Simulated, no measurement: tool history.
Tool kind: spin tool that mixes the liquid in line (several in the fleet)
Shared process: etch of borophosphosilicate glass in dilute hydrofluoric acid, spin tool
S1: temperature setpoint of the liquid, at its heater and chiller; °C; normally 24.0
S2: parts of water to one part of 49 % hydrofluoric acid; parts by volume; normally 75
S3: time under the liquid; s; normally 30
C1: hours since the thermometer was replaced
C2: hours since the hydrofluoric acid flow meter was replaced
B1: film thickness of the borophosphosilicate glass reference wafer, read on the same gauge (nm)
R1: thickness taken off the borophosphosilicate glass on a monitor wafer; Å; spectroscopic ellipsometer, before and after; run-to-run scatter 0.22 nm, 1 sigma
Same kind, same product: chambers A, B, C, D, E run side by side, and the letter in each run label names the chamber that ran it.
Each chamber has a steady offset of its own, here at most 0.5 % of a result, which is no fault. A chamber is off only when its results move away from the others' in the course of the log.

Run 1B, hour 8.6: usual settings; C1 169.2; C2 1603.0; B1 70.008. Result: R1 272.15 Å.
Run 2E, hour 17.5: usual settings; C1 481.7; C2 373.1; B1 70.021. Result: R1 270.36 Å.
At hour 23.5: chamber D: hydrofluoric acid flow meter replaced.
Run 3A, hour 30.5: usual settings; C1 251.6; C2 1413.8; B1 70.012. Result: R1 268.87 Å.
Run 4D, hour 39.8: usual settings; C1 1809.7; C2 16.3; B1 70.024. Result: R1 266.19 Å.
Run 5C, hour 49.3: usual settings; C1 942.4; C2 967.6; B1 70.001. Result: R1 272.33 Å.
Run 6B, hour 55.3: usual settings; C1 215.9; C2 1649.7; B1 69.995. Result: R1 269.89 Å.
Run 7D, hour 64.3: usual settings but S3 45 s; C1 1834.2; C2 40.8; B1 70.006. Result: R1 414.76 Å.
Run 8A, hour 70.7: usual settings but S3 45 s; C1 291.8; C2 1454.0; B1 70.008. Result: R1 402.23 Å.
Run 9E, hour 82.1: usual settings but S3 45 s; C1 546.3; C2 437.7; B1 69.993. Result: R1 406.54 Å.
Run 10C, hour 91.1: usual settings but S3 45 s; C1 984.2; C2 1009.4; B1 69.966. Result: R1 415.96 Å.
At hour 92.8: chamber D: thermometer replaced.
Run 11C, hour 103.3: usual settings but S3 45 s; C1 996.4; C2 1021.6; B1 69.993. Result: R1 413.92 Å.
Run 12A, hour 114.5: usual settings; C1 335.6; C2 1497.8; B1 69.992. Result: R1 274.14 Å.
Run 13B, hour 123.8: usual settings; C1 284.4; C2 1718.2; B1 69.971. Result: R1 270.11 Å.
Run 14E, hour 136.8: usual settings but S3 40 s; C1 601.0; C2 492.4; B1 69.992. Result: R1 361.26 Å.
Run 15D, hour 143.8: usual settings but S3 40 s; C1 51.0; C2 120.3; B1 69.993. Result: R1 361.25 Å.
Run 16D, hour 149.8: usual settings but S3 40 s; C1 57.0; C2 126.3; B1 69.991. Result: R1 364.50 Å.
Run 17E, hour 160.7: usual settings but S3 40 s; C1 624.9; C2 516.3; B1 69.998. Result: R1 361.31 Å.
Run 18C, hour 170.3: usual settings but S3 40 s; C1 1063.4; C2 1088.6; B1 69.992. Result: R1 376.74 Å.
Run 19B, hour 178.7: usual settings but S1 21.5 °C, S3 45 s; C1 339.3; C2 1773.1; B1 70.009. Result: R1 370.09 Å.
Run 20A, hour 190.6: usual settings but S1 21.5 °C, S3 45 s; C1 411.7; C2 1573.9; B1 69.985. Result: R1 370.70 Å.
Run 21C, hour 197.7: usual settings but S1 21.5 °C, S3 45 s; C1 1090.8; C2 1116.0; B1 70.021. Result: R1 386.21 Å.
Run 22E, hour 203.6: usual settings but S1 21.5 °C, S3 45 s; C1 667.8; C2 559.2; B1 70.002. Result: R1 368.11 Å.
Run 23B, hour 213.5: usual settings but S1 21.5 °C, S3 45 s; C1 374.1; C2 1807.9; B1 70.005. Result: R1 365.74 Å.
Run 24D, hour 224.6: usual settings; C1 131.8; C2 201.1; B1 70.003. Result: R1 269.18 Å.
Run 25A, hour 231.8: usual settings; C1 452.9; C2 1615.1; B1 70.003. Result: R1 275.49 Å.
Run 26E, hour 237.9: usual settings; C1 702.1; C2 593.5; B1 70.014. Result: R1 268.23 Å.
Run 27C, hour 245.7: usual settings; C1 1138.8; C2 1164.0; B1 70.012. Result: R1 292.59 Å.
Run 28A, hour 255.6: usual settings; C1 476.7; C2 1638.9; B1 70.020. Result: R1 277.18 Å.
Run 29B, hour 264.9: usual settings; C1 425.5; C2 1859.3; B1 70.018. Result: R1 272.32 Å.
Run 30D, hour 271.2: usual settings; C1 178.4; C2 247.7; B1 70.000. Result: R1 273.57 Å.
Run 31E, hour 282.2: usual settings; C1 746.4; C2 637.8; B1 70.006. Result: R1 270.74 Å.
Run 32B, hour 289.9: usual settings; C1 450.5; C2 1884.3; B1 70.016. Result: R1 266.91 Å.

For the next run the whole fleet of 5 chambers uses the same settings. Give each chamber's results:
Run 33A, hour 299.2: usual settings. Result: R1 ?.
Run 33B, hour 299.2: usual settings. Result: R1 ?.
Run 33C, hour 299.2: usual settings. Result: R1 ?.
Run 33D, hour 299.2: usual settings. Result: R1 ?.
Run 33E, hour 299.2: usual settings. Result: R1 ?.

run      R1
33A  273.17
33B  270.27
33C  300.34
33D  274.53
33E  270.69
